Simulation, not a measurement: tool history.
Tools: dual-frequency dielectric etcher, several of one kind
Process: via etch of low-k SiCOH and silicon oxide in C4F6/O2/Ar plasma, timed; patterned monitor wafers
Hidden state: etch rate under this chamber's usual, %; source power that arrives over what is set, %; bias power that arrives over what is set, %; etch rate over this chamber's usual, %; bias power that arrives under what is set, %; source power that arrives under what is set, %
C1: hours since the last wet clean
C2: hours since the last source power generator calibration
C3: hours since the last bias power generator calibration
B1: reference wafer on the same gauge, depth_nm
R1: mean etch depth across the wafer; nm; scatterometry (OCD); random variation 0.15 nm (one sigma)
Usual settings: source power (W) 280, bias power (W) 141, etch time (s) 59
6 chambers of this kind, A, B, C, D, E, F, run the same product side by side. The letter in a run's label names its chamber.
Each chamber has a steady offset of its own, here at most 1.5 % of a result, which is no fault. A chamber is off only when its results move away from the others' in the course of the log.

Run 1E, hour 7.0: usual settings; C1 227.3; C2 63.9; C3 2184.8; B1 130.98. Result: R1 124.27 nm.
Run 2F, hour 14.0: usual settings; C1 69.1; C2 3793.0; C3 1692.1; B1 130.98. Result: R1 124.79 nm.
Run 3B, hour 22.3: usual settings; C1 356.7; C2 1830.8; C3 3611.1; B1 130.91. Result: R1 124.73 nm.
Run 4D, hour 27.8: usual settings; C1 135.8; C2 1079.7; C3 2925.5; B1 130.99. Result: R1 122.99 nm.
Run 5A, hour 38.4: usual settings; C1 89.2; C2 2966.1; C3 1335.7; B1 130.91. Result: R1 123.89 nm.
Run 6C, hour 45.1: usual settings; C1 88.2; C2 1435.1; C3 2898.8; B1 130.86. Result: R1 125.40 nm.
Run 7C, hour 56.3: usual settings; C1 99.4; C2 1446.3; C3 2910.0; B1 130.87. Result: R1 125.27 nm.
Run 8F, hour 62.7: usual settings; C1 117.8; C2 3841.7; C3 1740.8; B1 130.87. Result: R1 124.75 nm.
Run 9B, hour 67.9: usual settings; C1 402.3; C2 1876.4; C3 3656.7; B1 130.89. Result: R1 124.44 nm.
At hour 70.0: chamber F: source power generator calibrated.
Run 10E, hour 79.4: usual settings; C1 299.7; C2 136.3; C3 2257.2; B1 130.84. Result: R1 124.04 nm.
Run 11A, hour 90.3: usual settings; C1 141.1; C2 3018.0; C3 1387.6; B1 130.81. Result: R1 124.06 nm.
At hour 91.1: chamber B: wet clean of the chamber.
Run 12D, hour 97.6: usual settings but bias power (W) 108, etch time (s) 74; C1 205.6; C2 1149.5; C3 2995.3; B1 130.82. Result: R1 142.42 nm.
Run 13E, hour 105.3: usual settings but bias power (W) 108, etch time (s) 74; C1 325.6; C2 162.2; C3 2283.1; B1 130.80. Result: R1 143.76 nm.
Run 14A, hour 115.7: usual settings but bias power (W) 108, etch time (s) 74; C1 166.5; C2 3043.4; C3 1413.0; B1 130.78. Result: R1 143.39 nm.
Run 15C, hour 125.2: usual settings but bias power (W) 108, etch time (s) 74; C1 168.3; C2 1515.2; C3 2978.9; B1 130.79. Result: R1 145.08 nm.
Run 16F, hour 132.0: usual settings but bias power (W) 108, etch time (s) 74; C1 187.1; C2 62.0; C3 1810.1; B1 130.70. Result: R1 144.27 nm.
Run 17B, hour 140.6: usual settings but bias power (W) 108, etch time (s) 74; C1 49.5; C2 1949.1; C3 3729.4; B1 130.70. Result: R1 144.08 nm.
Run 18D, hour 147.6: usual settings; C1 255.6; C2 1199.5; C3 3045.3; B1 130.66. Result: R1 122.79 nm.
Run 19F, hour 158.0: usual settings; C1 213.1; C2 88.0; C3 1836.1; B1 130.68. Result: R1 124.40 nm.
Run 20C, hour 164.7: usual settings; C1 207.8; C2 1554.7; C3 3018.4; B1 130.62. Result: R1 124.81 nm.
Run 21E, hour 170.6: usual settings; C1 390.9; C2 227.5; C3 2348.4; B1 130.70. Result: R1 124.09 nm.
Run 22B, hour 177.1: usual settings; C1 86.0; C2 1985.6; C3 3765.9; B1 130.63. Result: R1 124.14 nm.
Run 23A, hour 185.6: usual settings; C1 236.4; C2 3113.3; C3 1482.9; B1 130.63. Result: R1 123.80 nm.
Run 24D, hour 192.7: usual settings; C1 300.7; C2 1244.6; C3 3090.4; B1 130.60. Result: R1 122.82 nm.
Run 25D, hour 198.4: usual settings but source power (W) 220, bias power (W) 116; C1 306.4; C2 1250.3; C3 3096.1; B1 130.58. Result: R1 105.16 nm.
Run 26F, hour 203.8: usual settings but source power (W) 220, bias power (W) 116; C1 258.9; C2 133.8; C3 1881.9; B1 130.59. Result: R1 107.05 nm.
Run 27C, hour 213.3: usual settings but source power (W) 220, bias power (W) 116; C1 256.4; C2 1603.3; C3 3067.0; B1 130.56. Result: R1 107.35 nm.
Run 28E, hour 222.7: usual settings but source power (W) 220, bias power (W) 116; C1 443.0; C2 279.6; C3 2400.5; B1 130.52. Result: R1 105.88 nm.
Run 29B, hour 231.8: usual settings but source power (W) 220, bias power (W) 116; C1 140.7; C2 2040.3; C3 3820.6; B1 130.53. Result: R1 106.42 nm.
Run 30A, hour 237.7: usual settings but source power (W) 220, bias power (W) 116; C1 288.5; C2 3165.4; C3 1535.0; B1 130.53. Result: R1 106.42 nm.
Run 31F, hour 243.8: usual settings; C1 298.9; C2 173.8; C3 1921.9; B1 130.50. Result: R1 124.40 nm.
Run 32E, hour 251.6: usual settings; C1 471.9; C2 308.5; C3 2429.4; B1 130.44. Result: R1 123.82 nm.
Run 33C, hour 260.4: usual settings; C1 303.5; C2 1650.4; C3 3114.1; B1 130.48. Result: R1 124.80 nm.
Run 34A, hour 270.4: usual settings but source power (W) 320; C1 321.2; C2 3198.1; C3 1567.7; B1 130.47. Result: R1 129.96 nm.
At hour 275.2: chamber C: wet clean of the chamber.
Run 35D, hour 277.8: usual settings but source power (W) 320; C1 385.8; C2 1329.7; C3 3175.5; B1 130.40. Result: R1 129.14 nm.
Run 36B, hour 283.4: usual settings but source power (W) 320; C1 192.3; C2 2091.9; C3 3872.2; B1 130.44. Result: R1 130.63 nm.
Run 37C, hour 294.2: usual settings but source power (W) 320; C1 19.1; C2 1684.2; C3 3147.9; B1 130.40. Result: R1 131.46 nm.
Run 38B, hour 300.4: usual settings but source power (W) 320; C1 209.3; C2 2108.9; C3 3889.2; B1 130.39. Result: R1 130.98 nm.
Run 39A, hour 306.3: usual settings but source power (W) 320; C1 357.1; C2 3234.0; C3 1603.6; B1 130.35. Result: R1 130.12 nm.
Run 40D, hour 311.6: usual settings; C1 419.6; C2 1363.5; C3 3209.3; B1 130.38. Result: R1 122.88 nm.

Is one chamber off against the others, does the gauge drift, or is nothing wrong? If a chamber is off, say which, and what the likeliest cause is.

The gauge drifts, so all chambers seem to drift together. No chamber is off.
Cause: gauge reads low (%) = 0.504.
